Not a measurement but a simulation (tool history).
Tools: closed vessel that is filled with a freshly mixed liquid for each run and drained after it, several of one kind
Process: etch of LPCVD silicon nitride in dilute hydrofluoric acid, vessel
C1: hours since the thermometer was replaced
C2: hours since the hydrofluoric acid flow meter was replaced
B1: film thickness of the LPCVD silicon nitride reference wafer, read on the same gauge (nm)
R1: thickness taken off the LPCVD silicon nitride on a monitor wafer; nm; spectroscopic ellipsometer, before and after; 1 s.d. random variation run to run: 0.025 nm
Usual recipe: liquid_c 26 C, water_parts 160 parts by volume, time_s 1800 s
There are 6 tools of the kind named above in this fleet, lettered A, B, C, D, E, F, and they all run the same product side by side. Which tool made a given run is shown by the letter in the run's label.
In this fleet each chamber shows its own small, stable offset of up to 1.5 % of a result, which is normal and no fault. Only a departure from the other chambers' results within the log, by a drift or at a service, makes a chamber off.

{"run": "1F", "day": 0.304, "liquid_c": 26, "water_parts": 160, "time_s": 1800, "C1": 322.2, "C2": 402.0, "B1": 140.02, "R1": 5.9266}
{"run": "2D", "day": 0.804, "liquid_c": 26, "water_parts": 160, "time_s": 1800, "C1": 1196.0, "C2": 1079.4, "B1": 140.02, "R1": 5.9056}
{"run": "3B", "day": 1.238, "liquid_c": 26, "water_parts": 160, "time_s": 1800, "C1": 237.3, "C2": 526.5, "B1": 140.0, "R1": 5.8355}
{"run": "4C", "day": 1.579, "liquid_c": 26, "water_parts": 160, "time_s": 1800, "C1": 327.7, "C2": 650.3, "B1": 139.99, "R1": 5.9278}
{"run": "5A", "day": 2.092, "liquid_c": 26, "water_parts": 160, "time_s": 1800, "C1": 1566.7, "C2": 69.6, "B1": 140.03, "R1": 5.8939}
{"run": "6E", "day": 2.55, "liquid_c": 26, "water_parts": 160, "time_s": 1800, "C1": 1340.3, "C2": 598.4, "B1": 140.0, "R1": 5.8905}
{"run": "7E", "day": 2.792, "liquid_c": 26, "water_parts": 160, "time_s": 1800, "C1": 1346.1, "C2": 604.2, "B1": 139.99, "R1": 5.8867}
{"run": "8F", "day": 3.046, "liquid_c": 26, "water_parts": 160, "time_s": 1800, "C1": 388.0, "C2": 467.8, "B1": 139.95, "R1": 5.8825}
{"run": "9B", "day": 3.392, "liquid_c": 26, "water_parts": 160, "time_s": 1800, "C1": 289.0, "C2": 578.2, "B1": 140.02, "R1": 5.8461}
{"run": "10D", "day": 3.779, "liquid_c": 26, "water_parts": 160, "time_s": 1800, "C1": 1267.4, "C2": 1150.8, "B1": 140.0, "R1": 5.8491}
{"run": "11A", "day": 4.233, "liquid_c": 24, "water_parts": 160, "time_s": 1190, "C1": 1618.1, "C2": 121.0, "B1": 140.02, "R1": 3.4578}
{"run": "12C", "day": 4.583, "liquid_c": 24, "water_parts": 160, "time_s": 1190, "C1": 399.8, "C2": 722.4, "B1": 140.0, "R1": 3.4273}
{"run": "13B", "day": 5.046, "liquid_c": 24, "water_parts": 160, "time_s": 1190, "C1": 328.7, "C2": 617.9, "B1": 140.03, "R1": 3.3809}
{"run": "14C", "day": 5.275, "liquid_c": 24, "water_parts": 160, "time_s": 1190, "C1": 416.4, "C2": 739.0, "B1": 140.01, "R1": 3.4439}
{"run": "15E", "day": 5.529, "liquid_c": 24, "water_parts": 160, "time_s": 1190, "C1": 1411.8, "C2": 669.9, "B1": 139.99, "R1": 3.4248}
{"run": "16F", "day": 5.946, "liquid_c": 24, "water_parts": 160, "time_s": 1190, "C1": 457.6, "C2": 537.4, "B1": 140.01, "R1": 3.449}
{"run": "17D", "day": 6.408, "liquid_c": 26, "water_parts": 160, "time_s": 1800, "C1": 1330.5, "C2": 1213.9, "B1": 140.01, "R1": 5.8665}
{"run": "18A", "day": 6.721, "liquid_c": 26, "water_parts": 160, "time_s": 1800, "C1": 1677.8, "C2": 180.7, "B1": 139.98, "R1": 5.8751}
{"run": "19B", "day": 7.162, "liquid_c": 26, "water_parts": 160, "time_s": 1800, "C1": 379.5, "C2": 668.7, "B1": 140.0, "R1": 5.8425}
{"run": "20D", "day": 7.438, "liquid_c": 26, "water_parts": 195, "time_s": 1800, "C1": 1355.2, "C2": 1238.6, "B1": 139.99, "R1": 4.8141}
{"run": "21C", "day": 7.875, "liquid_c": 26, "water_parts": 195, "time_s": 1800, "C1": 478.8, "C2": 801.4, "B1": 139.99, "R1": 4.8311}
{"run": "22A", "day": 8.121, "liquid_c": 26, "water_parts": 195, "time_s": 1800, "C1": 1711.4, "C2": 214.3, "B1": 140.01, "R1": 4.857}
{"run": "23F", "day": 8.588, "liquid_c": 26, "water_parts": 195, "time_s": 1800, "C1": 521.0, "C2": 600.8, "B1": 140.04, "R1": 5.0408}
{"run": "24E", "day": 8.996, "liquid_c": 26, "water_parts": 195, "time_s": 1800, "C1": 1495.0, "C2": 753.1, "B1": 139.99, "R1": 4.8419}
{"run": "25A", "day": 9.279, "liquid_c": 26, "water_parts": 195, "time_s": 1800, "C1": 1739.2, "C2": 242.1, "B1": 139.95, "R1": 4.8679}
{"run": "26F", "day": 9.671, "liquid_c": 29, "water_parts": 160, "time_s": 1800, "C1": 547.0, "C2": 626.8, "B1": 140.01, "R1": 7.3723}
{"run": "27E", "day": 9.971, "liquid_c": 29, "water_parts": 160, "time_s": 1800, "C1": 1518.4, "C2": 776.5, "B1": 140.0, "R1": 7.1285}
{"run": "28C", "day": 10.446, "liquid_c": 29, "water_parts": 160, "time_s": 1800, "C1": 540.5, "C2": 863.1, "B1": 140.0, "R1": 7.1321}
{"run": "29D", "day": 10.762, "liquid_c": 29, "water_parts": 160, "time_s": 1800, "C1": 1435.0, "C2": 1318.4, "B1": 140.01, "R1": 7.1083}
{"run": "30B", "day": 11.2, "liquid_c": 29, "water_parts": 160, "time_s": 1800, "C1": 476.4, "C2": 765.6, "B1": 140.0, "R1": 7.1154}
{"run": "31E", "day": 11.558, "liquid_c": 29, "water_parts": 160, "time_s": 1800, "C1": 1556.5, "C2": 814.6, "B1": 139.99, "R1": 7.0608}
{"run": "32F", "day": 11.8, "liquid_c": 26, "water_parts": 160, "time_s": 1800, "C1": 598.1, "C2": 677.9, "B1": 139.97, "R1": 6.1756}
{"run": "33C", "day": 12.246, "liquid_c": 26, "water_parts": 160, "time_s": 1800, "C1": 583.7, "C2": 906.3, "B1": 140.01, "R1": 5.8647}
{"run": "34A", "day": 12.538, "liquid_c": 26, "water_parts": 95, "time_s": 2440, "C1": 1817.4, "C2": 320.3, "B1": 139.98, "R1": 13.483}
{"run": "35D", "day": 12.967, "liquid_c": 26, "water_parts": 95, "time_s": 2440, "C1": 1487.9, "C2": 1371.3, "B1": 140.01, "R1": 13.29}
{"run": "36B", "day": 13.429, "liquid_c": 26, "water_parts": 95, "time_s": 2440, "C1": 529.9, "C2": 819.1, "B1": 140.02, "R1": 13.193}
{"run": "37A", "day": 13.921, "liquid_c": 26, "water_parts": 95, "time_s": 2440, "C1": 1850.6, "C2": 353.5, "B1": 140.01, "R1": 13.502}

All 6 chambers run these settings next. Forecast each chamber's results:
{"run": "38A", "day": 14.292, "liquid_c": 26, "water_parts": 160, "time_s": 1800, "R1": "?"}
{"run": "38B", "day": 14.292, "liquid_c": 26, "water_parts": 160, "time_s": 1800, "R1": "?"}
{"run": "38C", "day": 14.292, "liquid_c": 26, "water_parts": 160, "time_s": 1800, "R1": "?"}
{"run": "38D", "day": 14.292, "liquid_c": 26, "water_parts": 160, "time_s": 1800, "R1": "?"}
{"run": "38E", "day": 14.292, "liquid_c": 26, "water_parts": 160, "time_s": 1800, "R1": "?"}
{"run": "38F", "day": 14.292, "liquid_c": 26, "water_parts": 160, "time_s": 1800, "R1": "?"}

run=38A R1=5.8785
run=38B R1=5.8243
run=38C R1=5.9184
run=38D R1=5.8794
run=38E R1=5.8900
run=38F R1=6.2578
